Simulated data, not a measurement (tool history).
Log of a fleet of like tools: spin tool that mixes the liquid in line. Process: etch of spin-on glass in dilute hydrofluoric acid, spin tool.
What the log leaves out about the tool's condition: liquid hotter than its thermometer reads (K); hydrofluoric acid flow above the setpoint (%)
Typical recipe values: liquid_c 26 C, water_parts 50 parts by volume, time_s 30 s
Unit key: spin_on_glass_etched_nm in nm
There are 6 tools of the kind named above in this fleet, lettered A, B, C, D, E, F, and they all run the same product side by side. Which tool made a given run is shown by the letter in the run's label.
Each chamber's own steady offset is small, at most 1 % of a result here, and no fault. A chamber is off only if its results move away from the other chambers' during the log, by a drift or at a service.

run	day	liquid_c	water_parts	time_s	hours since the thermometer was replaced	hours since the hydrofluoric acid flow meter was replaced	read-back film thickness of the spin-on glass reference wafer, read on the same gauge (nm)	spin_on_glass_etched_nm
1C	0.212	26	50	30	1243	795.1	130.03	32.323
2B	0.429	26	50	30	1094	467.5	130	32.295
3A	0.612	26	50	30	687.6	853	130.01	32.106
4E	0.758	26	50	30	36.6	420.8	129.98	32.459
5D	0.871	26	50	30	1802.2	687.5	130.03	32.189
6F	1.004	26	50	30	1540.8	152	129.96	32.51
7C	1.129	26	50	30	1265	817.1	130.03	32.117
8B	1.233	26	50	30	1113.3	486.8	130.01	32.03
9A	1.388	26	50	30	706.2	871.6	130.02	32.077
10F	1.504	24	50	30	1552.8	164	130.01	29.864
# day 1.583: chamber A: thermometer replaced
11D	1.717	24	50	30	1822.5	707.8	130	29.156
12E	1.867	24	50	30	63.2	447.4	130	29.704
13F	1.971	24	50	30	1564	175.2	130.02	29.591
# day 2.042: chamber A: hydrofluoric acid flow meter replaced
14B	2.071	24	50	30	1133.4	506.9	129.97	29.664
15E	2.208	24	50	30	71.4	455.6	129.99	29.575
16A	2.342	26	50	30	18.2	7.2	130.03	31.892
17C	2.488	26	50	30	1297.6	849.7	129.99	31.924
18D	2.642	26	50	30	1844.7	730	129.98	31.869
19E	2.775	26	50	30	85	469.2	130.01	31.914
20F	2.992	26	50	30	1588.5	199.7	130.01	32.596
21D	3.104	26	50	30	1855.8	741.1	130.02	31.67
22B	3.325	26	50	30	1163.5	537	130.01	32.022
23C	3.496	26	50	30	1321.8	873.9	130.01	32.497
24A	3.646	26	65	15	49.5	38.5	129.99	12.071
25E	3.829	26	65	15	110.3	494.5	129.95	12.177
26D	3.975	26	65	15	1876.7	762	130.01	12.079
27B	4.167	26	65	15	1183.7	557.2	130.02	12.183
28A	4.3	26	65	15	65.2	54.2	130.01	12.081
29C	4.425	26	65	15	1344.1	896.2	129.96	12.162
30F	4.604	26	50	30	1627.2	238.4	130.03	33.386
31D	4.808	26	50	30	1896.7	782	130.01	31.782
32F	5	26	50	30	1636.7	247.9	130.01	33.432
33E	5.133	23.5	50	40	141.6	525.8	130	38.572
34A	5.238	23.5	50	40	87.7	76.7	130.02	38.382
35B	5.412	23.5	50	40	1213.6	587.1	129.99	39.068
36C	5.629	23.5	50	40	1373	925.1	130.05	38.625
37C	5.85	23.5	50	40	1378.3	930.4	129.99	38.696
38B	6.004	23.5	50	40	1227.8	601.3	129.98	39.195
39D	6.204	23.5	40	30	1930.2	815.5	129.92	36.444
40E	6.346	23.5	40	30	170.7	554.9	130.02	36.391

Is one chamber off against the others, does the gauge drift, or is nothing wrong? If a chamber is off, say which, and what the likeliest cause is.

Little by little, chamber F moves away from the other chambers.
Most likely cause: hydrofluoric acid flow above the setpoint (%) = 5.1.
Not necessarily distinguishable in this log from: liquid hotter than its thermometer reads (K).

Here are 4 candidates for chamber F's next run, each the usual settings with a change, their results left as question marks. Which one brings its results back in line with what the others give on the usual settings?
In line means no further than this from the other chambers' mean on the usual settings: spin_on_glass_etched_nm 0.58 nm
41F-1	6.504	24.5	50	30				?
41F-2	6.504	25.5	55	30				?
41F-3	6.504	26.5	45	30				?
41F-4	6.504	27.5	50	30				?

Other chambers, usual settings, mean: spin_on_glass_etched_nm 32.062 nm
run	spin_on_glass_etched_nm
41F-1	32.203
41F-2	30.315
41F-3	39.028
41F-4	36.34
With 41F-1, the chamber falls back in line with the rest.

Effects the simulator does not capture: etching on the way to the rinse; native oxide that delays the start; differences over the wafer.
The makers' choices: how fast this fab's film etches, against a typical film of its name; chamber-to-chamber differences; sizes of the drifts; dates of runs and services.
